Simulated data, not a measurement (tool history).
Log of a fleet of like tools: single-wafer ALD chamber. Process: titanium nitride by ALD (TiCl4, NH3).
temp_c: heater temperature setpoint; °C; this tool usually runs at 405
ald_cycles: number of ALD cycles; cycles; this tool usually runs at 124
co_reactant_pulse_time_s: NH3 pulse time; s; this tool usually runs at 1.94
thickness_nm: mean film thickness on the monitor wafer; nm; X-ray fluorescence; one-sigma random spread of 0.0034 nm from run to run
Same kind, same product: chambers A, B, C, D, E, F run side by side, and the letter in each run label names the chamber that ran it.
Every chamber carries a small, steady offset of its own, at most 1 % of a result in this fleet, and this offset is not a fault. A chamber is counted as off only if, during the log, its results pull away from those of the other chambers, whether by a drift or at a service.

run   hour  temp_c  ald_cycles  co_reactant_pulse_time_s  hours since the last thermocouple change  read-back reference wafer on the same gauge, thickness_nm  thickness_nm
 1A    8.4     405         124                      1.94                                     168.5                                                     3.0395        2.7511
 2F   19.8     405         124                      1.94                                    2625.3                                                     3.0392        2.7105
 3E   26.4     405         124                      1.94                                    1455.4                                                     3.0381        2.7267
 4B   38.5     405         124                      1.94                                     669.2                                                     3.0373        2.7235
 5C   47.2     405         124                      1.94                                     253.4                                                     3.0382        2.7319
 6D   55.8     405         124                      1.94                                     358.0                                                     3.0378        2.7230
 7A   64.2     405         124                      1.94                                     224.3                                                     3.0383        2.7458
 8C   74.2     405         124                      1.94                                     280.4                                                     3.0372        2.7301
      78.7  -- chamber F: thermocouple changed; heater temperature recalibrated
 9E   84.6     413         101                      1.94                                    1513.6                                                     3.0373        2.2230
      94.5  -- chamber E: thermocouple changed; heater temperature recalibrated
10D   96.8     413         101                      1.94                                     399.0                                                     3.0365        2.2289
11F  103.4     413         101                      1.94                                      24.8                                                     3.0362        2.2173
12B  112.6     413         101                      1.94                                     743.3                                                     3.0371        2.2243
13C  124.4     413         101                      1.94                                     330.6                                                     3.0346        2.2241
14A  134.7     413         101                      1.94                                     294.8                                                     3.0360        2.2429
15F  140.3     405         124                      1.94                                      61.7                                                     3.0348        2.7128
16E  151.7     405         124                      1.94                                      57.2                                                     3.0344        2.7247
17D  158.6     405         124                      1.94                                     460.8                                                     3.0345        2.7237
18B  166.8     405         124                      1.94                                     797.5                                                     3.0332        2.7227
19D  179.0     405         124                      1.94                                     481.2                                                     3.0337        2.7237
20F  190.6     405         124                      2.35                                     112.0                                                     3.0331        2.7301
21A  202.6     405         124                      2.35                                     362.7                                                     3.0330        2.7612
22B  214.3     405         124                      2.35                                     845.0                                                     3.0323        2.7333
23C  226.7     405         124                      2.35                                     432.9                                                     3.0329        2.7468
24E  236.8     405         124                      2.35                                     142.3                                                     3.0314        2.7419
25C  249.1     405         124                      2.35                                     455.3                                                     3.0313        2.7408
26F  254.5     390         124                      1.66                                     175.9                                                     3.0319        2.6559
27B  260.5     390         124                      1.66                                     891.2                                                     3.0306        2.6563
28E  268.0     390         124                      1.66                                     173.5                                                     3.0304        2.6680
29D  280.0     390         124                      1.66                                     582.2                                                     3.0298        2.6704
30A  285.6     390         124                      1.66                                     445.7                                                     3.0290        2.6885
31D  291.3     390         124                      1.66                                     593.5                                                     3.0295        2.6734
32A  302.3     405         124                      1.94                                     462.4                                                     3.0285        2.7383
33E  310.9     405         124                      1.94                                     216.4                                                     3.0286        2.7217
34B  322.3     405         124                      1.94                                     953.0                                                     3.0283        2.7184
35C  332.5     405         124                      1.94                                     538.7                                                     3.0267        2.7208
36F  339.5     405         124                      1.94                                     260.9                                                     3.0279        2.6979
37D  348.8     396         124                      1.94                                     651.0                                                     3.0270        2.7007
38B  357.3     396         124                      1.94                                     988.0                                                     3.0260        2.6936
39A  365.5     396         124                      1.94                                     525.6                                                     3.0267        2.7221
40F  375.3     396         124                      1.94                                     296.7                                                     3.0268        2.6850
41E  386.3     396         124                      1.94                                     291.8                                                     3.0256        2.7026
42C  397.1     396         124                      1.94                                     603.3                                                     3.0256        2.7053
43E  406.2     405         124                      1.94                                     311.7                                                     3.0248        2.7080
44D  414.3     405         124                      1.94                                     716.5                                                     3.0256        2.7161

What goes on in this fleet: one chamber off, a drifting gauge, or nothing beyond the chambers' own small offsets? Name the chamber and the cause, if any.

Every chamber seems to shift together because the gauge that measures them all drifts; the chambers themselves are fine.
Most likely cause: gauge reads low (%) = 0.502.
